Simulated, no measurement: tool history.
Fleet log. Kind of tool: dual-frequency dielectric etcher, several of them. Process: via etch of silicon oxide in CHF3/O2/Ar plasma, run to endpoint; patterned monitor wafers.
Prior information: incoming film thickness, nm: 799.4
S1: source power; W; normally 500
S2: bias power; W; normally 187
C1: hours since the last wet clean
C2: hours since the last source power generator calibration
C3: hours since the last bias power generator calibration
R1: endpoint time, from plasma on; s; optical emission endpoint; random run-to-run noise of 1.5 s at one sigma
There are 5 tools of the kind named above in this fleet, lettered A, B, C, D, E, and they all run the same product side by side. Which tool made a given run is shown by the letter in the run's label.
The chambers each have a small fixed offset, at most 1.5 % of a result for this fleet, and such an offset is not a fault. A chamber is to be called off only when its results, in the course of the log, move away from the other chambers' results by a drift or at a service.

run,day,S1,S2,C1,C2,C3,R1
1D,0.138,500,187,209.9,1361.4,576.4,423.88
2B,0.367,500,187,11.5,244.1,1047.1,428.89
3C,0.608,500,187,113.8,616.4,1208.1,419.79
# day 0.646: chamber A: source power generator calibrated
4A,0.754,500,187,370.2,2.6,250.0,425.61
5E,0.950,500,187,587.1,3417.5,2291.0,425.52
6A,1.088,500,187,378.2,10.6,258.0,426.61
# day 1.158: chamber E: bias power generator calibrated
7E,1.354,500,187,596.8,3427.2,4.8,428.79
8D,1.625,500,187,245.6,1397.1,612.1,424.32
# day 1.867: chamber E: wet clean of the chamber
9B,1.900,500,187,48.3,280.9,1083.9,426.68
10C,2.071,500,187,148.9,651.5,1243.2,424.38
11E,2.312,500,187,10.7,3450.2,27.8,426.00
12D,2.575,500,187,268.4,1419.9,634.9,427.82
13C,2.771,500,187,165.7,668.3,1260.0,422.81
14A,3.008,500,187,424.3,56.7,304.1,426.23
15B,3.225,500,187,80.1,312.7,1115.7,425.01
16E,3.396,500,223,36.7,3476.2,53.8,401.69
17A,3.554,500,223,437.4,69.8,317.2,403.86
# day 3.733: chamber A: wet clean of the chamber
18B,3.792,500,223,93.7,326.3,1129.3,401.42
19D,3.962,500,223,301.7,1453.2,668.2,400.57
20C,4.162,500,223,199.1,701.7,1293.4,394.30
21C,4.388,500,187,204.5,707.1,1298.8,421.97
22B,4.654,500,187,114.4,347.0,1150.0,428.16
23A,4.788,500,187,25.4,99.4,346.8,447.59
24D,4.967,500,187,325.8,1477.3,692.3,424.83
25E,5.179,500,187,79.5,3519.0,96.6,428.38
26C,5.312,500,187,226.7,729.3,1321.0,421.33
27B,5.492,500,187,134.5,367.1,1170.1,428.55
28A,5.683,500,187,46.9,120.9,368.3,448.21
29E,5.871,500,187,96.1,3535.6,113.2,427.32
30D,6.000,500,187,350.6,1502.1,717.1,424.41
31C,6.121,500,187,246.1,748.7,1340.4,420.24
32D,6.371,500,187,359.5,1511.0,726.0,423.40
33E,6.542,500,187,112.2,3551.7,129.3,425.07
34B,6.804,500,187,166.0,398.6,1201.6,428.23
35A,6.979,500,143,78.0,152.0,399.4,488.05

Is one chamber out of step, is the gauge drifting, or do the chambers differ by no more than their own small offsets? For an off chamber, give its letter and the likeliest cause.

After it was serviced, chamber A no longer matches the other chambers.
Cause: etch rate under this chamber's usual, % = 4.72.

Which of the 4 candidates below, each the usual settings with something changed and its results left as question marks, puts chamber A back in line with what the other chambers give on the usual settings?
A result is in line if it is within this distance of the other chambers' mean on the usual settings: R1 5.20 s
36A-1,7.175,520,194,,,,?
36A-2,7.175,470,175,,,,?
36A-3,7.175,470,187,,,,?
36A-4,7.175,540,200,,,,?

The mean the other chambers reach with the usual settings: R1 425.32 s
run,R1
36A-1,435.57
36A-2,468.47
36A-3,458.12
36A-4,425.01
36A-4 is the one that brings the chamber's results back in line with the other chambers.
